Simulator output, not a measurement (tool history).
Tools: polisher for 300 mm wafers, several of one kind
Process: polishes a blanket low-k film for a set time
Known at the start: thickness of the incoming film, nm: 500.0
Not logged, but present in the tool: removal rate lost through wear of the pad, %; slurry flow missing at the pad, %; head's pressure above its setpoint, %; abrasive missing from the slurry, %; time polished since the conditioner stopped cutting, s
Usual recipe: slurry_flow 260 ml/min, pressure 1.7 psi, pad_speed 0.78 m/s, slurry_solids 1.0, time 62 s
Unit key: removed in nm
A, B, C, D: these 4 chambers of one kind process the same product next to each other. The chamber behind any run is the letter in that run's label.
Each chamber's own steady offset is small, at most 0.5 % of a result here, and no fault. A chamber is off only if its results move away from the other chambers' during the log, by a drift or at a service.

| run | day | slurry_flow | pressure | pad_speed | slurry_solids | time | wafers polished on this pad | hours since the slurry nozzle was cleaned | hours since the head pressure was calibrated | hours since the slurry blender was calibrated | hours since the conditioning disc was replaced | removed |
|---|---|---|---|---|---|---|---|---|---|---|---|---|
| 1D | 0.167 | 260 | 1.7 | 0.78 | 1.0 | 62 | 480 | 175.6 | 111.8 | 58.6 | 76.0 | 17.433 |
|  | 0.383 | chamber C: worn pad replaced by a new one |
| 2B | 0.400 | 260 | 1.7 | 0.78 | 1.0 | 62 | 718 | 463.4 | 146.1 | 162.4 | 92.3 | 17.535 |
| 3A | 0.650 | 260 | 1.7 | 0.78 | 1.0 | 62 | 446 | 277.8 | 190.1 | 37.8 | 212.0 | 17.674 |
|  | 0.750 | chamber B: worn pad replaced by a new one |
| 4C | 0.821 | 260 | 1.7 | 0.78 | 1.0 | 62 | 171 | 123.7 | 1247.6 | 232.0 | 127.8 | 17.814 |
|  | 0.954 | chamber D: worn pad replaced by a new one |
| 5C | 1.075 | 260 | 1.7 | 0.78 | 1.0 | 62 | 270 | 129.8 | 1253.7 | 238.1 | 133.9 | 17.900 |
| 6D | 1.292 | 260 | 1.7 | 0.78 | 1.0 | 62 | 133 | 202.6 | 138.8 | 85.6 | 103.0 | 17.613 |
| 7A | 1.600 | 260 | 1.7 | 0.78 | 1.0 | 62 | 817 | 300.6 | 212.9 | 60.6 | 234.8 | 17.890 |
| 8B | 1.762 | 260 | 1.7 | 0.78 | 1.0 | 62 | 396 | 496.1 | 178.8 | 195.1 | 125.0 | 17.956 |
|  | 1.896 | chamber A: worn pad replaced by a new one |
| 9A | 2.092 | 260 | 1.7 | 0.78 | 1.0 | 62 | 77 | 312.4 | 224.7 | 72.4 | 246.6 | 17.509 |
|  | 2.338 | chamber C: worn pad replaced by a new one |
| 10C | 2.338 | 260 | 1.7 | 0.78 | 1.0 | 62 | 1 | 160.1 | 1284.0 | 268.4 | 164.2 | 18.123 |
|  | 2.462 | chamber D: slurry blender recalibrated |
| 11D | 2.654 | 260 | 1.7 | 0.78 | 1.0 | 62 | 666 | 235.3 | 171.5 | 4.7 | 135.7 | 17.914 |
|  | 2.667 | chamber B: worn pad replaced by a new one |
|  | 2.825 | chamber A: slurry blender recalibrated |
| 12B | 2.833 | 260 | 1.7 | 0.78 | 1.0 | 62 | 66 | 521.8 | 204.5 | 220.8 | 150.7 | 17.487 |
|  | 2.842 | chamber D: worn pad replaced by a new one |
| 13A | 3.133 | 260 | 1.7 | 0.78 | 0.8 | 62 | 484 | 337.4 | 249.7 | 7.4 | 271.6 | 16.228 |
|  | 3.325 | chamber C: head pressure recalibrated |
| 14B | 3.412 | 260 | 1.7 | 0.78 | 0.8 | 62 | 292 | 535.7 | 218.4 | 234.7 | 164.6 | 15.788 |
| 15D | 3.646 | 260 | 1.7 | 0.78 | 0.8 | 62 | 315 | 259.1 | 195.3 | 28.5 | 159.5 | 16.031 |
| 16C | 3.904 | 260 | 1.7 | 0.78 | 0.8 | 62 | 614 | 197.7 | 13.9 | 306.0 | 201.8 | 17.726 |
|  | 3.983 | chamber C: slurry blender recalibrated |
| 17C | 4.100 | 260 | 1.7 | 0.78 | 1.0 | 62 | 690 | 202.4 | 18.6 | 2.9 | 206.5 | 19.693 |
|  | 4.188 | chamber C: worn pad replaced by a new one |
|  | 4.425 | chamber D: worn pad replaced by a new one |
| 18A | 4.425 | 260 | 1.5 | 0.78 | 1.0 | 62 | 989 | 368.4 | 280.7 | 38.4 | 302.6 | 15.986 |
|  | 4.600 | chamber B: worn pad replaced by a new one |
|  | 4.733 | chamber A: worn pad replaced by a new one |
| 19B | 4.746 | 260 | 1.5 | 0.78 | 1.0 | 62 | 57 | 567.7 | 250.4 | 266.7 | 196.6 | 15.589 |
| 20D | 5.004 | 260 | 1.5 | 0.78 | 1.0 | 62 | 226 | 291.7 | 227.9 | 61.1 | 192.1 | 15.776 |
| 21C | 5.162 | 260 | 1.5 | 0.78 | 1.0 | 62 | 382 | 227.9 | 44.1 | 28.4 | 232.0 | 17.556 |
| 22A | 5.479 | 260 | 1.7 | 0.78 | 1.0 | 62 | 291 | 393.7 | 306.0 | 63.7 | 327.9 | 17.791 |
| 23B | 5.704 | 260 | 1.5 | 1.02 | 1.0 | 62 | 432 | 590.7 | 273.4 | 289.7 | 219.6 | 19.310 |
|  | 5.979 | chamber C: worn pad replaced by a new one |
| 24D | 6.033 | 260 | 1.5 | 1.02 | 1.0 | 62 | 629 | 316.4 | 252.6 | 85.8 | 216.8 | 19.492 |
|  | 6.242 | chamber D: worn pad replaced by a new one |
| 25D | 6.288 | 260 | 1.5 | 1.02 | 1.0 | 62 | 18 | 322.5 | 258.7 | 91.9 | 222.9 | 19.638 |
|  | 6.442 | chamber B: worn pad replaced by a new one |
| 26B | 6.612 | 260 | 1.5 | 1.02 | 1.0 | 62 | 68 | 612.5 | 295.2 | 311.5 | 241.4 | 19.531 |
|  | 6.867 | chamber C: conditioning disc replaced and pad reconditioned |
| 27C | 6.867 | 260 | 1.7 | 0.78 | 1.0 | 62 | 347 | 268.8 | 85.0 | 69.3 | 0.1 | 19.673 |
|  | 7.008 | chamber A: slurry blender recalibrated |
| 28A | 7.204 | 260 | 1.7 | 0.78 | 1.0 | 62 | 966 | 435.1 | 347.4 | 4.7 | 369.3 | 18.029 |
|  | 7.392 | chamber A: worn pad replaced by a new one |
| 29A | 7.483 | 260 | 1.7 | 0.78 | 1.0 | 62 | 36 | 441.8 | 354.1 | 11.4 | 376.0 | 17.749 |
| 30D | 7.642 | 260 | 1.7 | 0.78 | 1.0 | 62 | 547 | 355.0 | 291.2 | 124.4 | 255.4 | 17.743 |
|  | 7.758 | chamber A: slurry nozzle cleaned |
|  | 7.817 | chamber D: conditioning disc replaced and pad reconditioned |
|  | 7.892 | chamber D: worn pad replaced by a new one |
| 31C | 7.938 | 260 | 1.7 | 0.78 | 1.0 | 62 | 766 | 294.5 | 110.7 | 95.0 | 25.8 | 19.734 |
|  | 7.992 | chamber C: worn pad replaced by a new one |
|  | 8.092 | chamber B: slurry blender recalibrated |
|  | 8.096 | chamber B: worn pad replaced by a new one |
| 32B | 8.121 | 260 | 1.7 | 0.78 | 1.0 | 62 | 10 | 648.7 | 331.4 | 0.8 | 277.6 | 17.478 |
|  | 8.238 | chamber D: slurry blender recalibrated |
| 33C | 8.362 | 260 | 1.7 | 0.78 | 1.0 | 62 | 145 | 304.7 | 120.9 | 105.2 | 36.0 | 19.918 |
| 34D | 8.596 | 260 | 1.7 | 0.78 | 1.0 | 62 | 275 | 377.9 | 314.1 | 8.7 | 18.7 | 17.745 |
| 35A | 8.925 | 260 | 1.7 | 0.78 | 1.0 | 62 | 600 | 28.1 | 388.7 | 46.0 | 410.6 | 18.139 |

One chamber off, gauge drift, or nothing amiss beyond the chambers' own small offsets? If it is a chamber, which one, and what is the likeliest cause?

Chamber C has stood off from the others ever since a service on it.
What lies behind it: head's pressure above its setpoint, % = 10.4.

Which of the 4 candidates below, each the usual settings with something changed and its results left as question marks, puts chamber C back in line with what the other chambers give on the usual settings?
In line means no further than this from the other chambers' mean on the usual settings: removed 0.570 nm
| 36C-1 | 9.171 | 260 | 1.7 | 0.78 | 1.00 | 60 |  |  |  |  |  | ? |
| 36C-2 | 9.171 | 260 | 1.7 | 0.70 | 0.95 | 62 |  |  |  |  |  | ? |
| 36C-3 | 9.171 | 260 | 1.8 | 0.82 | 1.00 | 62 |  |  |  |  |  | ? |
| 36C-4 | 9.171 | 260 | 1.7 | 0.80 | 1.00 | 63 |  |  |  |  |  | ? |

The mean the other chambers reach with the usual settings: removed 17.777 nm
| run | removed |
|---|---|
| 36C-1 | 18.926 |
| 36C-2 | 17.489 |
| 36C-3 | 21.571 |
| 36C-4 | 20.284 |
The right change is 36C-2: it brings the chamber back within the allowed miss of the others.
